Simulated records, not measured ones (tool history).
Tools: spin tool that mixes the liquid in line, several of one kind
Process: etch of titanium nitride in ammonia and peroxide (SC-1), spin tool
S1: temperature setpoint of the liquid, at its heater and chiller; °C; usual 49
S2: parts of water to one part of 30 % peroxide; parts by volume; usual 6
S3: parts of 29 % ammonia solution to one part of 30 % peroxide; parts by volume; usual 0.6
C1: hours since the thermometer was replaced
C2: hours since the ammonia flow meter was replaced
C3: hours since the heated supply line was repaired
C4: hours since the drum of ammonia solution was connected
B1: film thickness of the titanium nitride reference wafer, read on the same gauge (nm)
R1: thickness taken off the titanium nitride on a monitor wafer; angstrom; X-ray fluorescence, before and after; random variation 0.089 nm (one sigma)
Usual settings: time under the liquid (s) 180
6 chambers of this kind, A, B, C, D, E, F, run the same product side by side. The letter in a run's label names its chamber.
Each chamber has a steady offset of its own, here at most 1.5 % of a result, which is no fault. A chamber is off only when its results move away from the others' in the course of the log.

{"day": 0.067, "done": "chamber E: thermometer replaced"}
{"day": 0.075, "done": "chamber F: heated supply line repaired"}
{"run": "1F", "day": 0.25, "S1": 49, "S2": 6, "S3": 0.6, "time under the liquid (s)": 180, "C1": 27.9, "C2": 1105.3, "C3": 4.2, "C4": 297.5, "B1": 109.98, "R1": 131.7}
{"day": 0.254, "done": "chamber C: thermometer replaced"}
{"run": "2A", "day": 0.371, "S1": 49, "S2": 6, "S3": 0.6, "time under the liquid (s)": 180, "C1": 870.6, "C2": 94.3, "C3": 599.5, "C4": 613.1, "B1": 110, "R1": 131.64}
{"run": "3D", "day": 0.492, "S1": 49, "S2": 6, "S3": 0.6, "time under the liquid (s)": 180, "C1": 1209.2, "C2": 1170.1, "C3": 437.2, "C4": 20.5, "B1": 110, "R1": 128.59}
{"run": "4C", "day": 0.708, "S1": 49, "S2": 6, "S3": 0.6, "time under the liquid (s)": 180, "C1": 11, "C2": 1512, "C3": 3253, "C4": 491.4, "B1": 110, "R1": 133.02}
{"run": "5E", "day": 0.838, "S1": 49, "S2": 6, "S3": 0.6, "time under the liquid (s)": 180, "C1": 18.6, "C2": 1622.9, "C3": 625.2, "C4": 508.4, "B1": 109.99, "R1": 132.09}
{"day": 0.867, "done": "chamber D: ammonia flow meter replaced"}
{"run": "6B", "day": 0.954, "S1": 49, "S2": 6, "S3": 0.6, "time under the liquid (s)": 180, "C1": 774.6, "C2": 787.2, "C3": 614.5, "C4": 207.8, "B1": 110, "R1": 132.35}
{"run": "7B", "day": 1.188, "S1": 49, "S2": 6, "S3": 0.6, "time under the liquid (s)": 180, "C1": 780.2, "C2": 792.8, "C3": 620.1, "C4": 213.4, "B1": 110, "R1": 132.45}
{"run": "8E", "day": 1.308, "S1": 49, "S2": 6, "S3": 0.6, "time under the liquid (s)": 180, "C1": 29.9, "C2": 1634.2, "C3": 636.5, "C4": 519.7, "B1": 110, "R1": 133.05}
{"run": "9D", "day": 1.458, "S1": 49, "S2": 6, "S3": 0.6, "time under the liquid (s)": 180, "C1": 1232.4, "C2": 14.2, "C3": 460.4, "C4": 43.7, "B1": 110.01, "R1": 130.2}
{"run": "10A", "day": 1.629, "S1": 49, "S2": 6, "S3": 0.6, "time under the liquid (s)": 180, "C1": 900.8, "C2": 124.5, "C3": 629.7, "C4": 643.3, "B1": 109.99, "R1": 133.51}
{"run": "11C", "day": 1.879, "S1": 49, "S2": 6, "S3": 0.6, "time under the liquid (s)": 180, "C1": 39.1, "C2": 1540.1, "C3": 3281.1, "C4": 519.5, "B1": 110, "R1": 132.68}
{"run": "12F", "day": 2.062, "S1": 49, "S2": 6, "S3": 0.6, "time under the liquid (s)": 180, "C1": 71.4, "C2": 1148.8, "C3": 47.7, "C4": 341, "B1": 110, "R1": 130.67}
{"run": "13C", "day": 2.204, "S1": 49, "S2": 6, "S3": 0.6, "time under the liquid (s)": 180, "C1": 46.9, "C2": 1547.9, "C3": 3288.9, "C4": 527.3, "B1": 110, "R1": 131.75}
{"run": "14A", "day": 2.333, "S1": 49, "S2": 6, "S3": 0.6, "time under the liquid (s)": 180, "C1": 917.7, "C2": 141.4, "C3": 646.6, "C4": 660.2, "B1": 110.02, "R1": 136.35}
{"run": "15E", "day": 2.546, "S1": 49, "S2": 5, "S3": 0.6, "time under the liquid (s)": 75, "C1": 59.6, "C2": 1663.9, "C3": 666.2, "C4": 549.4, "B1": 110, "R1": 59.894}
{"run": "16B", "day": 2.75, "S1": 49, "S2": 5, "S3": 0.6, "time under the liquid (s)": 75, "C1": 817.7, "C2": 830.3, "C3": 657.6, "C4": 250.9, "B1": 109.99, "R1": 59.757}
{"run": "17F", "day": 2.929, "S1": 49, "S2": 5, "S3": 0.6, "time under the liquid (s)": 75, "C1": 92.2, "C2": 1169.6, "C3": 68.5, "C4": 361.8, "B1": 109.98, "R1": 59.85}
{"run": "18D", "day": 3.171, "S1": 49, "S2": 5, "S3": 0.6, "time under the liquid (s)": 75, "C1": 1273.5, "C2": 55.3, "C3": 501.5, "C4": 84.8, "B1": 109.99, "R1": 59.43}
{"run": "19B", "day": 3.404, "S1": 49, "S2": 5, "S3": 0.6, "time under the liquid (s)": 75, "C1": 833.4, "C2": 846, "C3": 673.3, "C4": 266.6, "B1": 109.98, "R1": 59.946}
{"run": "20C", "day": 3.562, "S1": 49, "S2": 5, "S3": 0.6, "time under the liquid (s)": 75, "C1": 79.5, "C2": 1580.5, "C3": 3321.5, "C4": 559.9, "B1": 110.01, "R1": 59.471}
{"run": "21A", "day": 3.746, "S1": 49, "S2": 6, "S3": 0.6, "time under the liquid (s)": 180, "C1": 951.6, "C2": 175.3, "C3": 680.5, "C4": 694.1, "B1": 110, "R1": 137.32}
{"run": "22F", "day": 3.967, "S1": 49, "S2": 6, "S3": 0.6, "time under the liquid (s)": 180, "C1": 117.1, "C2": 1194.5, "C3": 93.4, "C4": 386.7, "B1": 109.98, "R1": 131.01}
{"run": "23E", "day": 4.192, "S1": 49, "S2": 6, "S3": 0.6, "time under the liquid (s)": 180, "C1": 99.1, "C2": 1703.4, "C3": 705.7, "C4": 588.9, "B1": 110, "R1": 131.69}
{"run": "24D", "day": 4.354, "S1": 49, "S2": 6, "S3": 0.6, "time under the liquid (s)": 180, "C1": 1301.9, "C2": 83.7, "C3": 529.9, "C4": 113.2, "B1": 110.02, "R1": 131.16}
{"run": "25F", "day": 4.521, "S1": 49, "S2": 6, "S3": 0.6, "time under the liquid (s)": 180, "C1": 130.4, "C2": 1207.8, "C3": 106.7, "C4": 400, "B1": 110, "R1": 131.73}
{"run": "26A", "day": 4.704, "S1": 49, "S2": 6, "S3": 0.6, "time under the liquid (s)": 180, "C1": 974.6, "C2": 198.3, "C3": 703.5, "C4": 717.1, "B1": 109.98, "R1": 140.83}
{"run": "27B", "day": 4.829, "S1": 49, "S2": 6, "S3": 0.6, "time under the liquid (s)": 180, "C1": 867.6, "C2": 880.2, "C3": 707.5, "C4": 300.8, "B1": 110.01, "R1": 132.32}
{"run": "28D", "day": 5.046, "S1": 56, "S2": 6, "S3": 0.6, "time under the liquid (s)": 180, "C1": 1318.5, "C2": 100.3, "C3": 546.5, "C4": 129.8, "B1": 110.01, "R1": 213.66}
{"run": "29C", "day": 5.212, "S1": 56, "S2": 6, "S3": 0.6, "time under the liquid (s)": 180, "C1": 119.1, "C2": 1620.1, "C3": 3361.1, "C4": 599.5, "B1": 109.99, "R1": 215.87}
{"run": "30E", "day": 5.467, "S1": 56, "S2": 6, "S3": 0.6, "time under the liquid (s)": 180, "C1": 129.7, "C2": 1734, "C3": 736.3, "C4": 619.5, "B1": 109.99, "R1": 212.53}
{"run": "31E", "day": 5.717, "S1": 56, "S2": 6, "S3": 0.6, "time under the liquid (s)": 180, "C1": 135.7, "C2": 1740, "C3": 742.3, "C4": 625.5, "B1": 109.99, "R1": 214.99}
{"run": "32B", "day": 5.892, "S1": 56, "S2": 6, "S3": 0.6, "time under the liquid (s)": 180, "C1": 893.1, "C2": 905.7, "C3": 733, "C4": 326.3, "B1": 109.99, "R1": 216.94}
{"run": "33F", "day": 6.017, "S1": 56, "S2": 6, "S3": 0.6, "time under the liquid (s)": 180, "C1": 166.3, "C2": 1243.7, "C3": 142.6, "C4": 435.9, "B1": 110.01, "R1": 213.69}
{"run": "34D", "day": 6.262, "S1": 49, "S2": 6, "S3": 0.6, "time under the liquid (s)": 180, "C1": 1347.7, "C2": 129.5, "C3": 575.7, "C4": 159, "B1": 110, "R1": 131.92}
{"run": "35C", "day": 6.429, "S1": 49, "S2": 6, "S3": 0.6, "time under the liquid (s)": 75, "C1": 148.3, "C2": 1649.3, "C3": 3390.3, "C4": 628.7, "B1": 109.99, "R1": 54.489}
{"run": "36A", "day": 6.658, "S1": 49, "S2": 6, "S3": 0.6, "time under the liquid (s)": 75, "C1": 1021.5, "C2": 245.2, "C3": 750.4, "C4": 764, "B1": 110, "R1": 61.138}

Is one chamber off against the others, does the gauge drift, or is nothing wrong? If a chamber is off, say which, and what the likeliest cause is.

Chamber A drifts away from the others.
Cause: liquid hotter than its thermometer reads (K) = 1.33.

Here are 4 candidates for chamber A's next run, each the usual settings with a change, their results left as question marks. Which one brings its results back in line with what the others give on the usual settings?
In line means no further than this from the other chambers' mean on the usual settings: R1 3.1 angstrom
{"run": "37A-1", "day": 6.846, "S1": 50, "S2": 6, "S3": 0.6, "time under the liquid (s)": 185, "R1": "?"}
{"run": "37A-2", "day": 6.846, "S1": 47.5, "S2": 6, "S3": 0.6, "time under the liquid (s)": 180, "R1": "?"}
{"run": "37A-3", "day": 6.846, "S1": 49, "S2": 6.5, "S3": 0.6, "time under the liquid (s)": 180, "R1": "?"}
{"run": "37A-4", "day": 6.846, "S1": 49, "S2": 5.5, "S3": 0.6, "time under the liquid (s)": 180, "R1": "?"}

The other chambers' mean on the usual settings: R1 131.79 angstrom
run=37A-1 R1=160.83
run=37A-2 R1=131.37
run=37A-3 R1=140.55
run=37A-4 R1=152.04
37A-2 brings the chamber back in line.
